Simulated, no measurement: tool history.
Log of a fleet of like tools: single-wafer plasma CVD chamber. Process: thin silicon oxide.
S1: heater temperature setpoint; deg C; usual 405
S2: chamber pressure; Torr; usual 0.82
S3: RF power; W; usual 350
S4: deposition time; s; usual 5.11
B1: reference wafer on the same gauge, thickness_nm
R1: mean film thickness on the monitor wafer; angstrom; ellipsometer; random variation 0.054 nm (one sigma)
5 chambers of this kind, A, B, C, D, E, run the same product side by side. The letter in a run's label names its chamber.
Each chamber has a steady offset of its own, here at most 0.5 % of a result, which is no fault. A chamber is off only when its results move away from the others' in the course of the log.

run 1D hour=15.0 | S1=405 S2=0.82 S3=350 S4=5.11 | B1=8.9968 | R1=100.75
-- hour=22.4 chamber C: capacitance manometer re-zeroed and calibrated
run 2A hour=23.7 | S1=405 S2=0.82 S3=350 S4=5.11 | B1=9.0080 | R1=102.08
run 3E hour=35.6 | S1=405 S2=0.82 S3=350 S4=5.11 | B1=8.9915 | R1=101.31
run 4B hour=48.4 | S1=405 S2=0.82 S3=350 S4=5.11 | B1=9.0064 | R1=101.61
run 5C hour=57.7 | S1=405 S2=0.82 S3=350 S4=5.11 | B1=9.0049 | R1=102.16
run 6E hour=72.5 | S1=405 S2=0.82 S3=350 S4=5.11 | B1=9.0038 | R1=101.87
run 7C hour=83.3 | S1=405 S2=0.82 S3=350 S4=5.11 | B1=9.0065 | R1=101.44
run 8B hour=93.2 | S1=405 S2=0.82 S3=350 S4=5.11 | B1=8.9852 | R1=102.77
run 9A hour=107.3 | S1=405 S2=0.82 S3=350 S4=5.11 | B1=9.0023 | R1=102.68
-- hour=117.5 chamber A: RF generator calibrated
run 10D hour=119.4 | S1=405 S2=0.82 S3=350 S4=5.11 | B1=9.0113 | R1=100.86
-- hour=125.9 chamber B: RF generator calibrated
run 11E hour=127.1 | S1=405 S2=0.82 S3=350 S4=5.11 | B1=9.0087 | R1=101.61
run 12D hour=135.7 | S1=405 S2=0.82 S3=350 S4=5.11 | B1=8.9888 | R1=100.70
run 13B hour=147.7 | S1=405 S2=0.82 S3=350 S4=5.11 | B1=9.0068 | R1=102.08
run 14C hour=162.6 | S1=405 S2=0.82 S3=350 S4=5.11 | B1=8.9959 | R1=102.41
run 15A hour=177.9 | S1=405 S2=0.82 S3=285 S4=6.03 | B1=9.0029 | R1=112.04
run 16E hour=189.3 | S1=405 S2=0.82 S3=285 S4=6.03 | B1=9.0040 | R1=110.42
run 17A hour=197.9 | S1=405 S2=0.82 S3=285 S4=6.03 | B1=9.0073 | R1=113.22
run 18D hour=205.4 | S1=405 S2=0.82 S3=285 S4=6.03 | B1=9.0030 | R1=109.08
run 19C hour=213.1 | S1=405 S2=0.82 S3=285 S4=6.03 | B1=8.9965 | R1=110.73
run 20B hour=225.7 | S1=405 S2=0.82 S3=350 S4=5.11 | B1=8.9853 | R1=101.34
-- hour=233.6 chamber D: RF generator calibrated
run 21D hour=234.9 | S1=405 S2=0.82 S3=350 S4=5.11 | B1=8.9954 | R1=100.27
run 22B hour=243.7 | S1=405 S2=0.82 S3=350 S4=5.11 | B1=8.9971 | R1=101.79
run 23A hour=256.8 | S1=405 S2=0.82 S3=350 S4=5.11 | B1=8.9992 | R1=104.06
run 24E hour=268.8 | S1=405 S2=0.82 S3=350 S4=5.11 | B1=9.0140 | R1=102.31
run 25C hour=279.2 | S1=405 S2=0.82 S3=350 S4=5.11 | B1=8.9903 | R1=101.94
run 26C hour=286.3 | S1=405 S2=0.82 S3=350 S4=5.11 | B1=8.9874 | R1=101.56
run 27E hour=297.5 | S1=405 S2=0.82 S3=350 S4=5.11 | B1=9.0037 | R1=102.33
run 28D hour=307.0 | S1=405 S2=0.82 S3=350 S4=5.11 | B1=9.0027 | R1=101.04
run 29B hour=316.7 | S1=405 S2=0.82 S3=350 S4=5.11 | B1=9.0070 | R1=101.80
run 30A hour=328.5 | S1=405 S2=0.82 S3=350 S4=5.11 | B1=8.9932 | R1=105.86
run 31E hour=339.3 | S1=405 S2=0.82 S3=350 S4=5.11 | B1=9.0019 | R1=101.66
run 32C hour=353.8 | S1=396 S2=0.82 S3=385 S4=5.11 | B1=9.0124 | R1=107.13
run 33B hour=362.0 | S1=396 S2=0.82 S3=385 S4=5.11 | B1=8.9938 | R1=106.04
run 34A hour=370.9 | S1=396 S2=0.82 S3=385 S4=5.11 | B1=9.0006 | R1=110.06
run 35D hour=379.0 | S1=396 S2=0.82 S3=385 S4=5.11 | B1=8.9969 | R1=103.89
run 36D hour=390.5 | S1=396 S2=0.82 S3=385 S4=5.11 | B1=8.9832 | R1=103.95
run 37C hour=405.6 | S1=405 S2=0.82 S3=350 S4=5.11 | B1=9.0087 | R1=102.31
run 38A hour=417.6 | S1=405 S2=0.82 S3=350 S4=5.11 | B1=9.0164 | R1=106.93

What goes on in this fleet: one chamber off, a drifting gauge, or nothing beyond the chambers' own small offsets? Name the chamber and the cause, if any.

Chamber A drifts away from the others.
Cause: true pressure above the setpoint (%) = 5.99.

Here are 4 candidates for chamber A's next run, each the usual settings with a change, their results left as question marks. Which one brings its results back in line with what the others give on the usual settings?
In line means no further than this from the other chambers' mean on the usual settings: R1 1.90 angstrom
run 39A-1 hour=428.5 | S1=405 S2=0.795 S3=345 S4=4.99 | R1=?
run 39A-2 hour=428.5 | S1=405 S2=0.838 S3=350 S4=5.11 | R1=?
run 39A-3 hour=428.5 | S1=405 S2=0.820 S3=335 S4=5.11 | R1=?
run 39A-4 hour=428.5 | S1=405 S2=0.845 S3=355 S4=5.23 | R1=?

The other chambers' mean on the usual settings: R1 101.82 angstrom
run=39A-1 R1=101.74
run=39A-2 R1=109.46
run=39A-3 R1=105.68
run=39A-4 R1=113.42
39A-1 brings the chamber back in line.
